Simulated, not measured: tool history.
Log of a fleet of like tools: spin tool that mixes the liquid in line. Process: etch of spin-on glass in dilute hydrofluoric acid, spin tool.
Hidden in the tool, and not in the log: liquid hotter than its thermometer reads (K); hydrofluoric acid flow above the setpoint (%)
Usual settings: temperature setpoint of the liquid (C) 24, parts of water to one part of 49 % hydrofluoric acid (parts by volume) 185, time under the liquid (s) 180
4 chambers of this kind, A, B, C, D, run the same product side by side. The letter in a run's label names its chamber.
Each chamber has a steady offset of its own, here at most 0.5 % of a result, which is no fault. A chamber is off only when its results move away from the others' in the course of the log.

run   hour  temperature setpoint of the liquid (C)  parts of water to one part of 49 % hydrofluoric acid (parts by volume)  time under the liquid (s)  hours since the thermometer was replaced  hours since the hydrofluoric acid flow meter was replaced  read-back film thickness of the spin-on glass reference wafer, read on the same gauge (nm)  thickness taken off the spin-on glass on a monitor wafer (nm)
 1A    4.8                                      24                                                                     185                        180                                     289.9                                                      415.7                                                                                      70.027                                                        18.0290
 2C   12.6                                      24                                                                     185                        180                                    1120.7                                                      584.0                                                                                      70.010                                                        18.3670
 3B   20.2                                      24                                                                     185                        180                                     581.0                                                      527.9                                                                                      69.987                                                        18.4240
 4D   26.6                                      24                                                                     185                        180                                    1242.7                                                      638.2                                                                                      69.956                                                        18.3510
 5A   34.8                                      24                                                                     185                        180                                     319.9                                                      445.7                                                                                      70.006                                                        18.2970
 6C   41.2                                      24                                                                     185                        180                                    1149.3                                                      612.6                                                                                      69.988                                                        18.3680
 7D   49.2                                      24                                                                     185                        180                                    1265.3                                                      660.8                                                                                      70.027                                                        18.3660
 8B   54.9                                      24                                                                     185                        180                                     615.7                                                      562.6                                                                                      70.033                                                        18.3110
 9A   63.2                                      24                                                                     185                        180                                     348.3                                                      474.1                                                                                      70.038                                                        18.2810
10B   68.9                                      24                                                                     185                        180                                     629.7                                                      576.6                                                                                      70.000                                                        18.3100
11D   74.7                                      24                                                                     185                        180                                    1290.8                                                      686.3                                                                                      70.003                                                        18.2800
12C   80.7                                      24                                                                     185                        180                                    1188.8                                                      652.1                                                                                      69.989                                                        18.3040
13D   85.5                                      24                                                                     185                        180                                    1301.6                                                      697.1                                                                                      70.040                                                        18.3780
14A   92.0                                      24                                                                     185                        180                                     377.1                                                      502.9                                                                                      69.987                                                        18.0970
      98.3  -- chamber C: thermometer replaced
15B  100.1                                      24                                                                     185                        180                                     660.9                                                      607.8                                                                                      69.984                                                        18.4070
16C  105.6                                      24                                                                     185                        180                                       7.3                                                      677.0                                                                                      69.974                                                        18.3500
17A  111.0                                      24                                                                     185                        180                                     396.1                                                      521.9                                                                                      70.013                                                        18.2800
18D  116.3                                      24                                                                     185                        180                                    1332.4                                                      727.9                                                                                      70.011                                                        18.3430
19C  123.3                                      24                                                                     185                        180                                      25.0                                                      694.7                                                                                      69.990                                                        18.3760
20B  130.6                                      24                                                                     185                        180                                     691.4                                                      638.3                                                                                      69.953                                                        18.3110
21B  134.3                                      24                                                                     185                        180                                     695.1                                                      642.0                                                                                      70.011                                                        18.1320
22A  143.0                                      24                                                                     185                        180                                     428.1                                                      553.9                                                                                      70.030                                                        18.1090
23D  151.6                                      19                                                                     185                         80                                    1367.7                                                      763.2                                                                                      69.998                                                         6.7214
24C  157.9                                      19                                                                     185                         80                                      59.6                                                      729.3                                                                                      70.000                                                         6.7434
25D  166.1                                      19                                                                     185                         80                                    1382.2                                                      777.7                                                                                      70.023                                                         6.7814
26C  170.3                                      19                                                                     185                         80                                      72.0                                                      741.7                                                                                      69.988                                                         6.7423
27A  175.9                                      24                                                                     185                        180                                     461.0                                                      586.8                                                                                      70.006                                                        18.2040
28B  180.8                                      24                                                                     185                        180                                     741.6                                                      688.5                                                                                      69.990                                                        18.3360
29B  186.4                                      24                                                                     185                        100                                     747.2                                                      694.1                                                                                      69.978                                                        10.1590
30A  192.2                                      24                                                                     185                        100                                     477.3                                                      603.1                                                                                      70.019                                                        10.0670
31C  197.5                                      24                                                                     185                        100                                      99.2                                                      768.9                                                                                      70.023                                                        10.2290

All 4 chambers run these settings next. Forecast each chamber's results:
32A  203.7                                      24                                                                     225                        180                                                                                                                                                                                                                                                               ?
32B  203.7                                      24                                                                     225                        180                                                                                                                                                                                                                                                               ?
32C  203.7                                      24                                                                     225                        180                                                                                                                                                                                                                                                               ?
32D  203.7                                      24                                                                     225                        180                                                                                                                                                                                                                                                               ?

run  thickness taken off the spin-on glass on a monitor wafer (nm)
32A                                                        14.3590
32B                                                        14.4140
32C                                                        14.4890
32D                                                        14.4350

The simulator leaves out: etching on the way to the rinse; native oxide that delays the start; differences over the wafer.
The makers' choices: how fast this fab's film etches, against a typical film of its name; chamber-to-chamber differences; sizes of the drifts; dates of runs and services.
